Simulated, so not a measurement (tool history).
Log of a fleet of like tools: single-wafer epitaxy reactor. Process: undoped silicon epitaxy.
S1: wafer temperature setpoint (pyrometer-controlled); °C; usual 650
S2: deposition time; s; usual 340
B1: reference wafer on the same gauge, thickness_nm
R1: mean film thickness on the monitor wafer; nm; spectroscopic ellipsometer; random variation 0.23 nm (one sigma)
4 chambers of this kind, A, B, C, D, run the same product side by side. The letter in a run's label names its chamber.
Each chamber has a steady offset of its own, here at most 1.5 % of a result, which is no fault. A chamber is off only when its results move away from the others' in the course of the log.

run   hour   S1   S2      B1      R1
 1A   10.0  650  340  49.006  57.107
 2B   19.1  650  340  49.022  57.245
 3D   31.4  650  340  49.075  56.376
 4C   39.8  650  340  48.956  56.534
 5B   46.1  650  340  49.009  57.629
 6A   55.3  650  340  49.021  57.036
 7D   67.8  650  340  48.953  56.265
 8C   80.4  645  361  48.965  53.727
 9A   93.3  645  361  49.027  54.247
10B  106.9  645  361  49.035  54.464
11C  119.6  645  361  48.988  54.161
12D  126.1  650  340  48.990  56.532
13B  139.3  650  340  49.001  57.515
14A  146.1  650  340  49.018  57.026
15C  153.2  650  340  48.970  56.627
16D  163.8  650  340  48.988  55.864
17A  176.0  650  340  49.028  57.103
     182.0  -- chamber A: pyrometer calibrated
18D  188.7  650  340  49.009  56.689
19C  200.9  650  340  49.002  56.946
20B  207.7  650  340  48.992  57.043
21C  215.1  650  340  49.019  56.651
22D  228.5  650  340  49.011  56.144
23B  241.1  650  393  49.018  66.310
24A  254.3  650  393  49.052  70.003
25D  263.8  650  393  49.050  65.026
26A  274.1  650  393  49.015  69.433
27C  282.4  650  340  49.042  56.650
28B  294.3  650  340  48.991  56.986
29B  304.4  650  340  48.989  57.277
30A  312.4  650  340  49.017  59.871
31D  324.8  650  340  49.019  56.673
32C  335.7  650  340  49.074  56.480
33D  341.7  650  340  49.018  56.539
34C  348.0  650  340  49.009  56.511
35A  354.9  650  340  48.944  60.210
36B  366.3  650  340  49.020  57.205
37C  375.4  650  340  49.030  56.682
38A  383.3  650  340  48.930  60.168
39B  393.0  654  403  49.035  73.891
40D  401.9  654  403  48.953  73.278

What goes on in this fleet: one chamber off, a drifting gauge, or nothing beyond the chambers' own small offsets? Name the chamber and the cause, if any.

A service left chamber A off against the others.
Cause: wafer temperature above the value expected at the setpoint (K) = 2.39.

Here are 4 candidates for chamber A's next run, each the usual settings with a change, their results left as question marks. Which one brings its results back in line with what the others give on the usual settings?
In line means no further than this from the other chambers' mean on the usual settings: R1 0.810 nm
41A-1  411.8  650  360       ?
41A-2  411.8  650  320       ?
41A-3  411.8  650  302       ?
41A-4  411.8  655  340       ?

The other chambers' mean on the usual settings: R1 56.732 nm
  run      R1
41A-1  63.766
41A-2  56.681
41A-3  53.493
41A-4  67.149
41A-2 brings the chamber back in line.
